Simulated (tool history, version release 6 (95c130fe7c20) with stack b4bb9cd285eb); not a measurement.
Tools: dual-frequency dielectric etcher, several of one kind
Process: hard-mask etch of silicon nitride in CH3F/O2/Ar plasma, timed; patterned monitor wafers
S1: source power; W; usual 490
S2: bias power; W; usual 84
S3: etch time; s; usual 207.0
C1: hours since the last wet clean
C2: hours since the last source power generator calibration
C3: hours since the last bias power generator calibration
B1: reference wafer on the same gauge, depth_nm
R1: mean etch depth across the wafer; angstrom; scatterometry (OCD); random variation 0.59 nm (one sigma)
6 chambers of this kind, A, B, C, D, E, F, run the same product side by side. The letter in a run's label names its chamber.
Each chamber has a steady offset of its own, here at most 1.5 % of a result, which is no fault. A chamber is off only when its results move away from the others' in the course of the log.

run 1F day=0.104 | S1=490 S2=84 S3=207.0 | C1=592.6 C2=1077.2 C3=3175.9 | B1=144.95 | R1=1663.8
run 2D day=0.250 | S1=490 S2=84 S3=207.0 | C1=173.4 C2=992.3 C3=2137.4 | B1=144.94 | R1=1649.7
run 3A day=0.392 | S1=490 S2=84 S3=207.0 | C1=260.0 C2=2747.8 C3=479.6 | B1=144.97 | R1=1670.8
run 4B day=0.575 | S1=490 S2=84 S3=207.0 | C1=367.2 C2=907.9 C3=954.4 | B1=145.11 | R1=1648.1
run 5E day=0.779 | S1=490 S2=84 S3=207.0 | C1=362.3 C2=1133.9 C3=20.2 | B1=144.96 | R1=1657.0
run 6C day=0.908 | S1=490 S2=84 S3=207.0 | C1=302.6 C2=336.3 C3=2526.2 | B1=144.99 | R1=1651.1
run 7B day=1.108 | S1=490 S2=84 S3=207.0 | C1=380.0 C2=920.7 C3=967.2 | B1=144.90 | R1=1653.7
run 8A day=1.229 | S1=490 S2=84 S3=207.0 | C1=280.1 C2=2767.9 C3=499.7 | B1=144.98 | R1=1668.6
run 9E day=1.329 | S1=490 S2=84 S3=207.0 | C1=375.5 C2=1147.1 C3=33.4 | B1=144.84 | R1=1673.9
run 10F day=1.483 | S1=490 S2=84 S3=207.0 | C1=625.7 C2=1110.3 C3=3209.0 | B1=145.04 | R1=1671.4
run 11D day=1.679 | S1=490 S2=84 S3=207.0 | C1=207.7 C2=1026.6 C3=2171.7 | B1=144.98 | R1=1660.5
run 12C day=1.842 | S1=490 S2=84 S3=207.0 | C1=325.0 C2=358.7 C3=2548.6 | B1=145.03 | R1=1648.9
run 13C day=1.979 | S1=490 S2=84 S3=207.0 | C1=328.3 C2=362.0 C3=2551.9 | B1=145.11 | R1=1646.9
run 14F day=2.183 | S1=490 S2=84 S3=207.0 | C1=642.5 C2=1127.1 C3=3225.8 | B1=145.07 | R1=1658.3
run 15A day=2.325 | S1=490 S2=84 S3=207.0 | C1=306.4 C2=2794.2 C3=526.0 | B1=145.00 | R1=1667.3
-- day=2.438 chamber C: wet clean of the chamber
run 16E day=2.483 | S1=490 S2=84 S3=207.0 | C1=403.2 C2=1174.8 C3=61.1 | B1=145.02 | R1=1671.4
run 17B day=2.658 | S1=490 S2=84 S3=207.0 | C1=417.2 C2=957.9 C3=1004.4 | B1=145.01 | R1=1650.4
run 18D day=2.854 | S1=540 S2=99 S3=207.0 | C1=235.9 C2=1054.8 C3=2199.9 | B1=145.09 | R1=1818.0
run 19E day=3.008 | S1=540 S2=99 S3=207.0 | C1=415.8 C2=1187.4 C3=73.7 | B1=144.97 | R1=1821.8
run 20A day=3.225 | S1=540 S2=99 S3=207.0 | C1=328.0 C2=2815.8 C3=547.6 | B1=145.07 | R1=1823.9
-- day=3.383 chamber F: wet clean of the chamber
run 21F day=3.400 | S1=540 S2=99 S3=207.0 | C1=0.5 C2=1156.3 C3=3255.0 | B1=145.09 | R1=1839.1
run 22D day=3.554 | S1=540 S2=99 S3=207.0 | C1=252.7 C2=1071.6 C3=2216.7 | B1=144.95 | R1=1816.1
run 23C day=3.696 | S1=540 S2=99 S3=207.0 | C1=30.2 C2=403.2 C3=2593.1 | B1=145.09 | R1=1916.1
run 24B day=3.800 | S1=540 S2=84 S3=207.0 | C1=444.6 C2=985.3 C3=1031.8 | B1=144.99 | R1=1718.0
run 25F day=3.896 | S1=540 S2=84 S3=207.0 | C1=12.4 C2=1168.2 C3=3266.9 | B1=145.05 | R1=1729.8
run 26A day=4.104 | S1=540 S2=84 S3=207.0 | C1=349.1 C2=2836.9 C3=568.7 | B1=144.99 | R1=1730.8
run 27D day=4.254 | S1=540 S2=84 S3=207.0 | C1=269.5 C2=1088.4 C3=2233.5 | B1=144.96 | R1=1723.1
run 28C day=4.371 | S1=540 S2=84 S3=207.0 | C1=46.4 C2=419.4 C3=2609.3 | B1=144.94 | R1=1805.0
run 29B day=4.467 | S1=540 S2=84 S3=207.0 | C1=460.6 C2=1001.3 C3=1047.8 | B1=144.96 | R1=1709.7
run 30E day=4.617 | S1=490 S2=84 S3=207.0 | C1=454.4 C2=1226.0 C3=112.3 | B1=145.00 | R1=1670.4
run 31A day=4.712 | S1=490 S2=84 S3=207.0 | C1=363.7 C2=2851.5 C3=583.3 | B1=145.00 | R1=1675.7
run 32C day=4.825 | S1=490 S2=84 S3=249.5 | C1=57.3 C2=430.3 C3=2620.2 | B1=144.98 | R1=2097.2
run 33F day=5.033 | S1=490 S2=84 S3=249.5 | C1=39.7 C2=1195.5 C3=3294.2 | B1=144.97 | R1=1999.2
run 34D day=5.188 | S1=490 S2=84 S3=249.5 | C1=291.9 C2=1110.8 C3=2255.9 | B1=145.01 | R1=1985.1
run 35E day=5.362 | S1=490 S2=84 S3=249.5 | C1=472.3 C2=1243.9 C3=130.2 | B1=144.92 | R1=2004.5
run 36B day=5.546 | S1=490 S2=84 S3=249.5 | C1=486.5 C2=1027.2 C3=1073.7 | B1=144.86 | R1=1995.6
run 37F day=5.704 | S1=490 S2=84 S3=249.5 | C1=55.8 C2=1211.6 C3=3310.3 | B1=145.08 | R1=2008.3
run 38A day=5.871 | S1=490 S2=103 S3=207.0 | C1=391.5 C2=2879.3 C3=611.1 | B1=144.99 | R1=1786.1
run 39B day=6.079 | S1=490 S2=103 S3=207.0 | C1=499.3 C2=1040.0 C3=1086.5 | B1=144.95 | R1=1790.1
run 40E day=6.283 | S1=490 S2=103 S3=207.0 | C1=494.4 C2=1266.0 C3=152.3 | B1=145.12 | R1=1788.3
run 41C day=6.392 | S1=490 S2=103 S3=207.0 | C1=94.9 C2=467.9 C3=2657.8 | B1=144.97 | R1=1870.1

Is one chamber off against the others, does the gauge drift, or is nothing wrong? If a chamber is off, say which, and what the likeliest cause is.

A service left chamber C off against the others.
Cause: etch rate over this chamber's usual, % = 5.09.

Here are 4 candidates for chamber C's next run, each the usual settings with a change, their results left as question marks. Which one brings its results back in line with what the others give on the usual settings?
In line means no further than this from the other chambers' mean on the usual settings: R1 21.0 angstrom
run 42C-1 day=6.546 | S1=520 S2=89 S3=207.0 | R1=?
run 42C-2 day=6.546 | S1=490 S2=83 S3=199.0 | R1=?
run 42C-3 day=6.546 | S1=480 S2=84 S3=191.0 | R1=?
run 42C-4 day=6.546 | S1=490 S2=106 S3=207.0 | R1=?

The other chambers' mean on the usual settings: R1 1660.4 angstrom
run=42C-1 R1=1815.3
run=42C-2 R1=1664.9
run=42C-3 R1=1592.0
run=42C-4 R1=1889.1
42C-2 brings the chamber back in line.
